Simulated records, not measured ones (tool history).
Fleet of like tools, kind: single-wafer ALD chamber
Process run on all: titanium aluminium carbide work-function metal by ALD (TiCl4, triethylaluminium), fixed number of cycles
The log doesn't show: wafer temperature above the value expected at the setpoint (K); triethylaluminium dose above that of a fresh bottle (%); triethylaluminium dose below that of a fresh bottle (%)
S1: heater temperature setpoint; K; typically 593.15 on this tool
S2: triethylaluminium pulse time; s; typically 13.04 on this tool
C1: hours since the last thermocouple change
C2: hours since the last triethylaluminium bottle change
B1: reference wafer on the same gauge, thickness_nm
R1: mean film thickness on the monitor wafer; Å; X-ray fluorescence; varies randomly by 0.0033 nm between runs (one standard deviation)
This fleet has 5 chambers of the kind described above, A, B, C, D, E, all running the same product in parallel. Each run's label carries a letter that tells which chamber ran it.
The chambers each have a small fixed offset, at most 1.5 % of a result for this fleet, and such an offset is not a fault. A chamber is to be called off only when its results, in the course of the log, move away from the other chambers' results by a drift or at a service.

run	hour	S1	S2	C1	C2	B1	R1
1E	9.4	593.15	13.04	1518.5	843.4	2.23	22.086
2C	16.5	593.15	13.04	739.1	1048.4	2.2291	22.175
# hour 23.2: chamber B: triethylaluminium bottle replaced
3A	25.9	593.15	13.04	520.8	898.6	2.229	21.959
4D	38.5	593.15	13.04	1862.3	1077	2.2287	22.232
5B	47.1	593.15	13.04	808.2	23.9	2.2289	22.119
6C	54.8	593.15	13.04	777.4	1086.7	2.228	22.142
7E	66.6	593.15	13.04	1575.7	900.6	2.2288	21.95
8A	77.6	606.15	8.39	572.5	950.3	2.2271	22.046
9B	87	606.15	8.39	848.1	63.8	2.2265	22.288
10D	99.6	606.15	8.39	1923.4	1138.1	2.2271	22.35
11A	110.3	606.15	8.39	605.2	983	2.2267	22.05
12D	122.4	606.15	8.39	1946.2	1160.9	2.2255	22.328
13E	131.2	593.15	13.04	1640.3	965.2	2.2256	21.942
14C	141.1	593.15	13.04	863.7	1173	2.2251	22.144
# hour 147.8: chamber D: triethylaluminium bottle replaced
15B	153.9	593.15	13.04	915	130.7	2.2249	22.09
# hour 156.4: chamber D: thermocouple changed; heater temperature recalibrated
16C	167.7	593.15	13.04	890.3	1199.6	2.2237	22.099
17E	176.1	593.15	13.04	1685.2	1010.1	2.2248	22.024
18A	190.1	593.15	16.44	685	1062.8	2.223	22.102
19B	196.9	593.15	16.44	958	173.7	2.2235	22.209
20D	204	593.15	16.44	47.6	56.2	2.2224	22.381
21E	211.7	593.15	16.44	1720.8	1045.7	2.2228	22.153
22D	219.7	593.15	16.44	63.3	71.9	2.2228	22.389
23C	227.3	593.15	13.04	949.9	1259.2	2.2222	22.079
24A	241.2	593.15	13.04	736.1	1113.9	2.222	21.861
# hour 244.8: chamber E: triethylaluminium bottle replaced
25B	248.1	593.15	9.19	1009.2	224.9	2.2225	21.372
26C	256.2	593.15	9.19	978.8	1288.1	2.2212	21.366
27E	269.9	593.15	9.19	1779	25.1	2.2203	21.314
28B	282	593.15	9.19	1043.1	258.8	2.2204	21.336
29A	293.1	593.15	9.19	788	1165.8	2.2191	21.192
30D	300.9	593.15	13.04	144.5	153.1	2.2198	22.146
31A	307.4	593.15	13.04	802.3	1180.1	2.2191	21.908
32D	320.1	593.15	13.04	163.7	172.3	2.219	22.184
33E	327.4	593.15	13.04	1836.5	82.6	2.2193	21.908
34B	334.9	593.15	13.04	1096	311.7	2.2187	22.011
35C	347.4	593.15	13.04	1070	1379.3	2.2187	22.015
36C	357.7	593.15	13.04	1080.3	1389.6	2.2173	22.051
37A	369.8	593.15	13.04	864.7	1242.5	2.2178	21.794
38D	382.8	593.15	13.04	226.4	235	2.2173	22.09

Does one chamber stand apart from the rest, does the shared gauge drift, or is all well apart from small per-chamber offsets? Give the chamber and the most likely cause, where there is one.

None of the chambers is off. What moves is the gauge, dragging all their readings along together.
Cause: gauge reads low (%) = 0.607.

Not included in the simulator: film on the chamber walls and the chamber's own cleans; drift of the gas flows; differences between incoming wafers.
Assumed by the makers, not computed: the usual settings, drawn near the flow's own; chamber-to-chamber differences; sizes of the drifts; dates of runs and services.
